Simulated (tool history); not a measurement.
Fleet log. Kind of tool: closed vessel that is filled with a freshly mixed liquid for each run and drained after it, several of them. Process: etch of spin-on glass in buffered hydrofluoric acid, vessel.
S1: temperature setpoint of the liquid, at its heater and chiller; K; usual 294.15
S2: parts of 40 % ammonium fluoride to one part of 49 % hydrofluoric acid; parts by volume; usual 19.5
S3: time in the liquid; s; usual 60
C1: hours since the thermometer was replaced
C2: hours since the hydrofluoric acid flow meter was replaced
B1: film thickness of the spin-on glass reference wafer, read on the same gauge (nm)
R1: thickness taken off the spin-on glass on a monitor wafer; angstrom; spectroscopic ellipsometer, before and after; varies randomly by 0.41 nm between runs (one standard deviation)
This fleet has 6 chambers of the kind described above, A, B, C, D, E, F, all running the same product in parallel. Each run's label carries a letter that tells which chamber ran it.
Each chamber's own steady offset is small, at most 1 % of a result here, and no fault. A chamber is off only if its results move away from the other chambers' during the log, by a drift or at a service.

run	hour	S1	S2	S3	C1	C2	B1	R1
# hour 5.7: chamber C: hydrofluoric acid flow meter replaced
1A	7.2	294.15	19.5	60	1448.5	1702.1	69.978	797.5
2F	10.6	294.15	19.5	60	1901.4	1327.8	70.023	801.56
3E	14.5	294.15	19.5	60	1035.4	382.1	70.028	798.46
4D	21.1	294.15	19.5	60	441.8	1440.4	69.999	807.83
5C	27	294.15	19.5	60	1280.5	21.3	70.016	795.85
# hour 30.7: chamber B: hydrofluoric acid flow meter replaced
6B	33.8	294.15	19.5	60	1624.8	3.2	69.991	796.37
7F	37.2	294.15	19.5	60	1928	1354.4	69.995	794.83
8D	44.8	294.15	19.5	60	465.5	1464.1	69.959	796.41
9B	52.1	297.15	19.5	60	1643.1	21.5	69.96	940.84
10E	57	297.15	19.5	60	1077.9	424.6	69.986	945.82
11A	62.5	297.15	19.5	60	1503.8	1757.4	69.998	944.37
12C	68.2	297.15	19.5	60	1321.7	62.5	69.983	948.46
13C	72	297.15	19.5	60	1325.5	66.3	70.018	940.83
14F	77.7	297.15	19.5	60	1968.5	1394.9	69.999	948.95
15A	83.2	294.15	19.5	60	1524.5	1778.1	69.932	805.25
16D	88.1	294.15	19.5	90	508.8	1507.4	70.025	1212.2
17B	94.3	294.15	19.5	90	1685.3	63.7	70.041	1197.9
18E	98.8	294.15	19.5	90	1119.7	466.4	69.974	1200.8
19E	104	294.15	19.5	90	1124.9	471.6	69.981	1193
20A	109	294.15	19.5	90	1550.3	1803.9	70.007	1204.2
21D	116.4	294.15	19.5	90	537.1	1535.7	70.033	1210
22F	123.3	294.15	19.5	60	2014.1	1440.5	70.039	805.01
23B	126.9	294.15	19.5	60	1717.9	96.3	69.977	805.04
24C	133.4	294.15	19.5	30	1386.9	127.7	70.05	401.62
25D	139.2	294.15	19.5	30	559.9	1558.5	70.041	400.56
26B	143.2	294.15	19.5	30	1734.2	112.6	70.008	399.98
# hour 145.3: chamber A: hydrofluoric acid flow meter replaced
27A	147.7	294.15	19.5	30	1589	2.5	69.95	400.44
28E	155.1	294.15	19.5	30	1176	522.7	69.986	402.94
29F	162.1	294.15	19.5	30	2052.9	1479.3	70.015	400.13
30C	166.6	294.15	19.5	60	1420.1	160.9	69.992	801.92
31A	170.5	294.15	16	80	1611.8	25.3	70.006	1303.4
32C	174	294.15	16	80	1427.5	168.3	70.014	1299.3
33B	180.6	294.15	16	80	1771.6	150	70.023	1291
34D	186	294.15	16	80	606.7	1605.3	69.985	1314.3
35E	193.5	294.15	16	80	1214.4	561.1	70.057	1289.4
36F	197.4	294.15	16	80	2088.2	1514.6	69.926	1295
37C	204.8	294.15	19.5	60	1458.3	199.1	69.949	800.21
38D	208.2	294.15	24.5	85	628.9	1627.5	70.008	961.45
39E	214.5	294.15	24.5	85	1235.4	582.1	69.982	954.08

Decide between three cases: one chamber stands off from its peers, the gauge reading all wafers drifts, or nothing is wrong past each chamber's small offset. Where a chamber is off, say which and what most likely put it there.

Neither any chamber nor the gauge drifts; the chambers differ only by their own small, steady offsets.

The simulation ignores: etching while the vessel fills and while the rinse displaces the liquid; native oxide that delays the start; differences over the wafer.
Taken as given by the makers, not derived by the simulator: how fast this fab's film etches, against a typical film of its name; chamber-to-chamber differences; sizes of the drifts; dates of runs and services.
